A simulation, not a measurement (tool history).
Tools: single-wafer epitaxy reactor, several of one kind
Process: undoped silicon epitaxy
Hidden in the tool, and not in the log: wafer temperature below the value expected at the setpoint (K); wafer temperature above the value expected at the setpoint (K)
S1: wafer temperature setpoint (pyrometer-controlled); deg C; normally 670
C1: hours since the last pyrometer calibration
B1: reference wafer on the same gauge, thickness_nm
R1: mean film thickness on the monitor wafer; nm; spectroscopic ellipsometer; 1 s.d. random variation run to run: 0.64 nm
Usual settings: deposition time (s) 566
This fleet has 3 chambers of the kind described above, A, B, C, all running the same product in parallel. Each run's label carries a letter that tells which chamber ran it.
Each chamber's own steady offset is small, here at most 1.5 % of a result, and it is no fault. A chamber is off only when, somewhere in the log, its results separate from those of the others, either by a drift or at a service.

run 1B hour=11.7 | S1=670 deposition_time_(s)=566 | C1=1253.3 | B1=137.88 | R1=144.13
run 2A hour=20.0 | S1=670 deposition_time_(s)=566 | C1=266.7 | B1=137.88 | R1=142.75
run 3C hour=31.0 | S1=670 deposition_time_(s)=566 | C1=2237.3 | B1=137.97 | R1=144.60
run 4A hour=39.3 | S1=670 deposition_time_(s)=566 | C1=286.0 | B1=138.09 | R1=143.29
run 5B hour=45.0 | S1=670 deposition_time_(s)=566 | C1=1286.6 | B1=138.05 | R1=144.07
run 6C hour=51.4 | S1=677 deposition_time_(s)=485 | C1=2257.7 | B1=137.89 | R1=144.25
run 7B hour=60.8 | S1=677 deposition_time_(s)=485 | C1=1302.4 | B1=138.04 | R1=144.41
run 8C hour=68.5 | S1=677 deposition_time_(s)=485 | C1=2274.8 | B1=138.03 | R1=144.07
run 9A hour=75.7 | S1=670 deposition_time_(s)=523 | C1=322.4 | B1=137.94 | R1=131.78
run 10A hour=83.0 | S1=670 deposition_time_(s)=523 | C1=329.7 | B1=137.96 | R1=133.33
run 11C hour=93.0 | S1=670 deposition_time_(s)=523 | C1=2299.3 | B1=138.02 | R1=134.32
run 12B hour=102.8 | S1=670 deposition_time_(s)=566 | C1=1344.4 | B1=137.85 | R1=146.73
run 13B hour=113.8 | S1=670 deposition_time_(s)=566 | C1=1355.4 | B1=137.95 | R1=146.96
run 14A hour=119.8 | S1=670 deposition_time_(s)=566 | C1=366.5 | B1=138.05 | R1=142.96
run 15C hour=129.5 | S1=670 deposition_time_(s)=566 | C1=2335.8 | B1=137.93 | R1=144.99
run 16C hour=134.9 | S1=670 deposition_time_(s)=566 | C1=2341.2 | B1=137.98 | R1=145.94
run 17B hour=141.5 | S1=681 deposition_time_(s)=499 | C1=1383.1 | B1=137.99 | R1=162.63
run 18A hour=150.1 | S1=681 deposition_time_(s)=499 | C1=396.8 | B1=138.17 | R1=157.95
run 19A hour=161.9 | S1=681 deposition_time_(s)=499 | C1=408.6 | B1=138.00 | R1=157.13
run 20C hour=171.9 | S1=670 deposition_time_(s)=566 | C1=2378.2 | B1=137.99 | R1=145.73
run 21B hour=183.3 | S1=676 deposition_time_(s)=566 | C1=1424.9 | B1=138.00 | R1=169.71
run 22A hour=192.6 | S1=676 deposition_time_(s)=566 | C1=439.3 | B1=138.04 | R1=163.60
run 23C hour=201.3 | S1=676 deposition_time_(s)=566 | C1=2407.6 | B1=137.88 | R1=165.56
run 24B hour=211.2 | S1=670 deposition_time_(s)=566 | C1=1452.8 | B1=138.06 | R1=151.60
run 25A hour=219.3 | S1=670 deposition_time_(s)=566 | C1=466.0 | B1=137.98 | R1=144.30
run 26B hour=229.1 | S1=670 deposition_time_(s)=566 | C1=1470.7 | B1=138.02 | R1=152.11
run 27C hour=236.7 | S1=662 deposition_time_(s)=513 | C1=2443.0 | B1=137.81 | R1=111.82
run 28C hour=245.4 | S1=662 deposition_time_(s)=513 | C1=2451.7 | B1=137.92 | R1=111.85
run 29A hour=251.0 | S1=662 deposition_time_(s)=513 | C1=497.7 | B1=137.95 | R1=110.53

Is one chamber off against the others, does the gauge drift, or is nothing wrong? If a chamber is off, say which, and what the likeliest cause is.

It is chamber B that slowly wanders off from its peers.
Most likely cause: wafer temperature above the value expected at the setpoint (K) = 3.09.

Below are 4 candidate recipes for chamber B's next run, each the usual settings with a change, their results shown as question marks. Which of them brings B's results back in line with what the other chambers give on the usual settings?
Maximum distance from the other chambers' mean on the usual settings for a result to count as in line: R1 2.20 nm
run 30B-1 hour=259.5 | S1=668 deposition_time_(s)=555 | R1=?
run 30B-2 hour=259.5 | S1=674 deposition_time_(s)=586 | R1=?
run 30B-3 hour=259.5 | S1=672 deposition_time_(s)=577 | R1=?
run 30B-4 hour=259.5 | S1=670 deposition_time_(s)=501 | R1=?

Other chambers, usual settings, mean: R1 144.59 nm
run=30B-1 R1=144.66
run=30B-2 R1=172.93
run=30B-3 R1=163.40
run=30B-4 R1=136.13
It is 30B-1 that realigns the chamber with its peers.
